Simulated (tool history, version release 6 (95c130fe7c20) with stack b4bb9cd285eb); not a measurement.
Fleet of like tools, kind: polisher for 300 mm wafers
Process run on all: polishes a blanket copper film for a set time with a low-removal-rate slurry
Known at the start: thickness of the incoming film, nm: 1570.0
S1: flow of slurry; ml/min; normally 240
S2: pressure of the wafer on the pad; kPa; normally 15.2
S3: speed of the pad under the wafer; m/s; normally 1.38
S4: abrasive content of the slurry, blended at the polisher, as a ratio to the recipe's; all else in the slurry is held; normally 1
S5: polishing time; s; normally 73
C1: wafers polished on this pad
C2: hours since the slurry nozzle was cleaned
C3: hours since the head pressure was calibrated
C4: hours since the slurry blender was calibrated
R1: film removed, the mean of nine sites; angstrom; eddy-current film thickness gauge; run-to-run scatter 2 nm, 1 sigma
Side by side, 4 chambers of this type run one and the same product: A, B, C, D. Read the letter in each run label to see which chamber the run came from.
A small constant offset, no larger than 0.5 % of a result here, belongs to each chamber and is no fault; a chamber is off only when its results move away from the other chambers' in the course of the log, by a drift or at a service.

| run | hour | S1 | S2 | S3 | S4 | S5 | C1 | C2 | C3 | C4 | R1 |
|---|---|---|---|---|---|---|---|---|---|---|---|
|  | 4.7 | chamber B: slurry blender recalibrated |
| 1A | 8 | 240 | 15.2 | 1.38 | 1 | 73 | 164 | 250 | 142.3 | 120.4 | 2171.6 |
|  | 10.1 | chamber C: head pressure recalibrated |
|  | 13 | chamber B: worn pad replaced by a new one |
| 2D | 17.4 | 240 | 15.2 | 1.38 | 1 | 73 | 477 | 290.8 | 519.6 | 245.8 | 2148.8 |
|  | 18.8 | chamber C: worn pad replaced by a new one |
| 3C | 24.9 | 240 | 15.2 | 1.38 | 1 | 73 | 86 | 293.5 | 14.8 | 111.3 | 2162.8 |
| 4B | 30.3 | 240 | 15.2 | 1.38 | 1 | 73 | 245 | 120.2 | 1153.3 | 25.6 | 2141.3 |
| 5A | 39 | 240 | 15.2 | 1.38 | 1.1 | 50 | 601 | 281 | 173.3 | 151.4 | 1483.5 |
|  | 39.7 | chamber D: slurry nozzle cleaned |
| 6D | 43.2 | 240 | 15.2 | 1.38 | 1.1 | 50 | 842 | 3.5 | 545.4 | 271.6 | 1485.5 |
| 7C | 51.4 | 240 | 15.2 | 1.38 | 1.1 | 50 | 461 | 320 | 41.3 | 137.8 | 1507.8 |
| 8B | 57.5 | 240 | 15.2 | 1.38 | 1.1 | 50 | 629 | 147.4 | 1180.5 | 52.8 | 1499.1 |
|  | 63.6 | chamber D: worn pad replaced by a new one |
| 9D | 63.7 | 240 | 15.2 | 1.38 | 1 | 73 | 2 | 24 | 565.9 | 292.1 | 2114 |
| 10B | 72.1 | 240 | 15.2 | 1.38 | 1 | 73 | 835 | 162 | 1195.1 | 67.4 | 2121.6 |
|  | 75.5 | chamber D: slurry blender recalibrated |
| 11A | 77.5 | 240 | 15.2 | 1.38 | 1 | 73 | 1145 | 319.5 | 211.8 | 189.9 | 2135.3 |
|  | 79 | chamber A: worn pad replaced by a new one |
|  | 81 | chamber A: slurry nozzle cleaned |
|  | 85.1 | chamber C: worn pad replaced by a new one |
| 12C | 85.8 | 300 | 15.2 | 1.38 | 1 | 58 | 10 | 354.4 | 75.7 | 172.2 | 1735.3 |
| 13B | 93.5 | 300 | 15.2 | 1.38 | 1 | 58 | 1137 | 183.4 | 1216.5 | 88.8 | 1703.4 |
| 14C | 100.5 | 300 | 15.2 | 1.38 | 1 | 58 | 218 | 369.1 | 90.4 | 186.9 | 1733.5 |
| 15A | 105.7 | 300 | 15.2 | 1.38 | 1 | 58 | 378 | 24.8 | 240 | 218.1 | 1731.6 |
|  | 106.7 | chamber B: worn pad replaced by a new one |
| 16D | 110 | 240 | 15.2 | 1.38 | 1 | 73 | 656 | 70.3 | 612.2 | 34.5 | 2144.1 |
| 17D | 114.4 | 240 | 15.2 | 1.38 | 1 | 73 | 718 | 74.7 | 616.6 | 38.9 | 2141.5 |
| 18B | 123.4 | 240 | 15.2 | 1.38 | 1 | 73 | 236 | 213.3 | 1246.4 | 118.7 | 2122.2 |
| 19C | 132 | 240 | 15.2 | 1.38 | 1 | 73 | 663 | 400.6 | 121.9 | 218.4 | 2164.3 |
| 20A | 138.3 | 240 | 15.2 | 1.38 | 1 | 73 | 838 | 57.4 | 272.6 | 250.7 | 2154.5 |
| 21B | 145.2 | 165 | 15.2 | 1.38 | 1.2 | 73 | 544 | 235.1 | 1268.2 | 140.5 | 2101.7 |
|  | 146.3 | chamber D: worn pad replaced by a new one |
|  | 150.2 | chamber C: worn pad replaced by a new one |
| 22D | 153.8 | 165 | 15.2 | 1.38 | 1.2 | 73 | 106 | 114.1 | 656 | 78.3 | 2137.6 |
| 23C | 162.8 | 165 | 15.2 | 1.38 | 1.2 | 73 | 178 | 431.4 | 152.7 | 249.2 | 2156.7 |
|  | 166.9 | chamber A: worn pad replaced by a new one |
| 24A | 168.9 | 165 | 15.2 | 1.38 | 1.2 | 73 | 28 | 88 | 303.2 | 281.3 | 2100.2 |
| 25B | 173.9 | 240 | 15.2 | 1.38 | 1 | 73 | 949 | 263.8 | 1296.9 | 169.2 | 2139.8 |

Is one chamber off against the others, does the gauge drift, or is nothing wrong? If a chamber is off, say which, and what the likeliest cause is.

All chambers stay in line apart from their small fixed offsets, and the gauge does not drift.
